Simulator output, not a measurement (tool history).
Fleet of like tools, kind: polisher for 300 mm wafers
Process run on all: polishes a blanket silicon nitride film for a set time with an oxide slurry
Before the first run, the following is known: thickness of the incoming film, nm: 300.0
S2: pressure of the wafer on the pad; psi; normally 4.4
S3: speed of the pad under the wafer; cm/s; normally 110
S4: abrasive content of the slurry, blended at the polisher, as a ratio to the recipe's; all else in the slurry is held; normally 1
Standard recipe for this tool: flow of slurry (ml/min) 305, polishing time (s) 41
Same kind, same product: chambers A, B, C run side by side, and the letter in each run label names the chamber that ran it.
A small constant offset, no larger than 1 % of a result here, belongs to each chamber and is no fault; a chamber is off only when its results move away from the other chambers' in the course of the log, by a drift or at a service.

Run 1A, hour 6.7: usual settings. Result: film removed (angstrom) 352.61.
Run 2B, hour 13.2: usual settings. Result: film removed (angstrom) 363.89.
Run 3C, hour 21: usual settings. Result: film removed (angstrom) 353.53.
Run 4B, hour 25: usual settings. Result: film removed (angstrom) 357.76.
Run 5A, hour 32.6: usual settings. Result: film removed (angstrom) 357.26.
Run 6C, hour 38.6: usual settings but S2 5.8 psi, S4 1.2. Result: film removed (angstrom) 515.07.
At hour 38.9: chamber B: worn pad replaced by a new one.
At hour 39.5: chamber C: worn pad replaced by a new one.
Run 7C, hour 46.2: usual settings but S2 5.8 psi, S4 1.2. Result: film removed (angstrom) 514.64.
Run 8B, hour 53.4: usual settings but S2 5.8 psi, S4 1.2. Result: film removed (angstrom) 512.03.
Run 9A, hour 58.8: usual settings. Result: film removed (angstrom) 358.63.
Run 10C, hour 65.1: usual settings. Result: film removed (angstrom) 344.67.
At hour 66.1: chamber A: worn pad replaced by a new one.
At hour 69.9: chamber C: conditioning disc replaced and pad reconditioned.
Run 11A, hour 72: usual settings. Result: film removed (angstrom) 347.31.
Run 12B, hour 76.8: usual settings. Result: film removed (angstrom) 355.43.
Run 13C, hour 83.2: usual settings. Result: film removed (angstrom) 344.02.
Run 14A, hour 87.3: usual settings. Result: film removed (angstrom) 353.64.
Run 15B, hour 92.5: usual settings. Result: film removed (angstrom) 352.31.
At hour 93.6: chamber A: conditioning disc replaced and pad reconditioned.
Run 16B, hour 98: usual settings. Result: film removed (angstrom) 352.74.
Run 17A, hour 103: usual settings. Result: film removed (angstrom) 357.77.
Run 18C, hour 109.3: usual settings. Result: film removed (angstrom) 327.97.
At hour 111.6: chamber A: slurry blender recalibrated.
Run 19C, hour 116.1: usual settings. Result: film removed (angstrom) 334.56.
Run 20A, hour 123.8: usual settings. Result: film removed (angstrom) 352.46.
Run 21B, hour 128.5: usual settings. Result: film removed (angstrom) 357.96.
Run 22C, hour 133.6: usual settings. Result: film removed (angstrom) 323.17.
Run 23A, hour 137.4: usual settings. Result: film removed (angstrom) 353.14.
Run 24B, hour 145.3: usual settings. Result: film removed (angstrom) 354.79.
Run 25C, hour 148.8: usual settings. Result: film removed (angstrom) 315.18.

All 3 chambers run these settings next. Forecast each chamber's results:
Run 26A, hour 154.4: usual settings. Result: film removed (angstrom) ?.
Run 26B, hour 154.4: usual settings. Result: film removed (angstrom) ?.
Run 26C, hour 154.4: usual settings. Result: film removed (angstrom) ?.

run  film removed (angstrom)
26A                   354.41
26B                   358.67
26C                   317.04

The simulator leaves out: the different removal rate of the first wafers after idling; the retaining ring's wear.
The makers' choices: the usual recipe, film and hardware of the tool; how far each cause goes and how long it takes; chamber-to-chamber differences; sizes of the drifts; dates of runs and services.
